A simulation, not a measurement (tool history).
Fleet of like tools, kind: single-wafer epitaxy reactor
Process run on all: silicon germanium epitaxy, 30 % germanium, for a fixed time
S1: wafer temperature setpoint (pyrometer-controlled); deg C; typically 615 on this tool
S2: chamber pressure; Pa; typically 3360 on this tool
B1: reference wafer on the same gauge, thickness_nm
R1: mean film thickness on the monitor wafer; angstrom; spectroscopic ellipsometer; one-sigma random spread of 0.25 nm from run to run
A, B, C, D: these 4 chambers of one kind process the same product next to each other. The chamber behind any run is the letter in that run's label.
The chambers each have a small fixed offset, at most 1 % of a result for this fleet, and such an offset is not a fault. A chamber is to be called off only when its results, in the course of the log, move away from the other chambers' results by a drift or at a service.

run 1C hour=7.5 | S1=615 S2=3360 | B1=71.449 | R1=843.91
run 2D hour=14.9 | S1=615 S2=3360 | B1=71.411 | R1=848.15
-- hour=15.2 chamber A: pyrometer calibrated
run 3A hour=22.3 | S1=615 S2=3360 | B1=71.408 | R1=846.97
run 4B hour=33.5 | S1=615 S2=3360 | B1=71.425 | R1=840.62
run 5D hour=41.1 | S1=615 S2=3360 | B1=71.419 | R1=848.01
run 6A hour=52.1 | S1=615 S2=3360 | B1=71.403 | R1=842.56
-- hour=53.4 chamber C: capacitance manometer re-zeroed and calibrated
run 7B hour=61.9 | S1=615 S2=2586 | B1=71.400 | R1=754.65
run 8C hour=66.9 | S1=615 S2=2586 | B1=71.441 | R1=766.52
run 9D hour=73.0 | S1=615 S2=2586 | B1=71.361 | R1=766.34
run 10A hour=79.1 | S1=615 S2=2586 | B1=71.395 | R1=761.60
run 11C hour=87.5 | S1=615 S2=3360 | B1=71.489 | R1=848.35
run 12B hour=97.6 | S1=615 S2=3360 | B1=71.379 | R1=840.31
run 13D hour=107.8 | S1=622 S2=3360 | B1=71.399 | R1=951.17
run 14A hour=113.2 | S1=622 S2=3360 | B1=71.379 | R1=949.36
run 15C hour=121.7 | S1=622 S2=3360 | B1=71.380 | R1=950.72
run 16B hour=129.9 | S1=622 S2=3360 | B1=71.374 | R1=940.81
run 17C hour=135.5 | S1=615 S2=3360 | B1=71.396 | R1=841.50
run 18B hour=145.7 | S1=615 S2=3360 | B1=71.402 | R1=828.61
run 19A hour=155.3 | S1=615 S2=3360 | B1=71.373 | R1=848.76
run 20D hour=163.1 | S1=615 S2=3360 | B1=71.445 | R1=845.26
-- hour=164.1 chamber A: capacitance manometer re-zeroed and calibrated
run 21D hour=169.0 | S1=602 S2=3826 | B1=71.426 | R1=706.07
run 22C hour=176.8 | S1=602 S2=3826 | B1=71.389 | R1=705.00
run 23B hour=182.0 | S1=602 S2=3826 | B1=71.414 | R1=686.70
run 24A hour=191.6 | S1=602 S2=3826 | B1=71.425 | R1=704.77
run 25D hour=200.5 | S1=615 S2=3360 | B1=71.364 | R1=846.96
run 26B hour=211.0 | S1=615 S2=3360 | B1=71.374 | R1=820.67
run 27C hour=216.5 | S1=615 S2=3360 | B1=71.443 | R1=844.09
run 28A hour=227.1 | S1=615 S2=3360 | B1=71.401 | R1=840.11
run 29D hour=234.2 | S1=615 S2=3360 | B1=71.430 | R1=844.51
run 30C hour=240.3 | S1=615 S2=3360 | B1=71.381 | R1=844.26
run 31B hour=245.5 | S1=615 S2=3360 | B1=71.341 | R1=808.49

Is one chamber out of step, is the gauge drifting, or do the chambers differ by no more than their own small offsets? For an off chamber, give its letter and the likeliest cause.

One chamber, B, drifts off from the rest bit by bit.
Likeliest cause: wafer temperature below the value expected at the setpoint (K) = 2.07.
The log may not tell that from: true pressure below the setpoint (%).

Which of the 4 candidates below, each the usual settings with something changed and its results left as question marks, puts chamber B back in line with what the other chambers give on the usual settings?
Counts as in line when no further than this from what the other chambers average on the usual settings: R1 8.60 angstrom
run 32B-1 hour=253.7 | S1=611 S2=3360 | R1=?
run 32B-2 hour=253.7 | S1=615 S2=3706 | R1=?
run 32B-3 hour=253.7 | S1=615 S2=3013 | R1=?
run 32B-4 hour=253.7 | S1=619 S2=3360 | R1=?

Average result of the remaining chambers running the usual settings: R1 845.46 angstrom
run=32B-1 R1=757.11
run=32B-2 R1=844.40
run=32B-3 R1=778.72
run=32B-4 R1=871.52
The right change is 32B-2: it brings the chamber back within the allowed miss of the others.
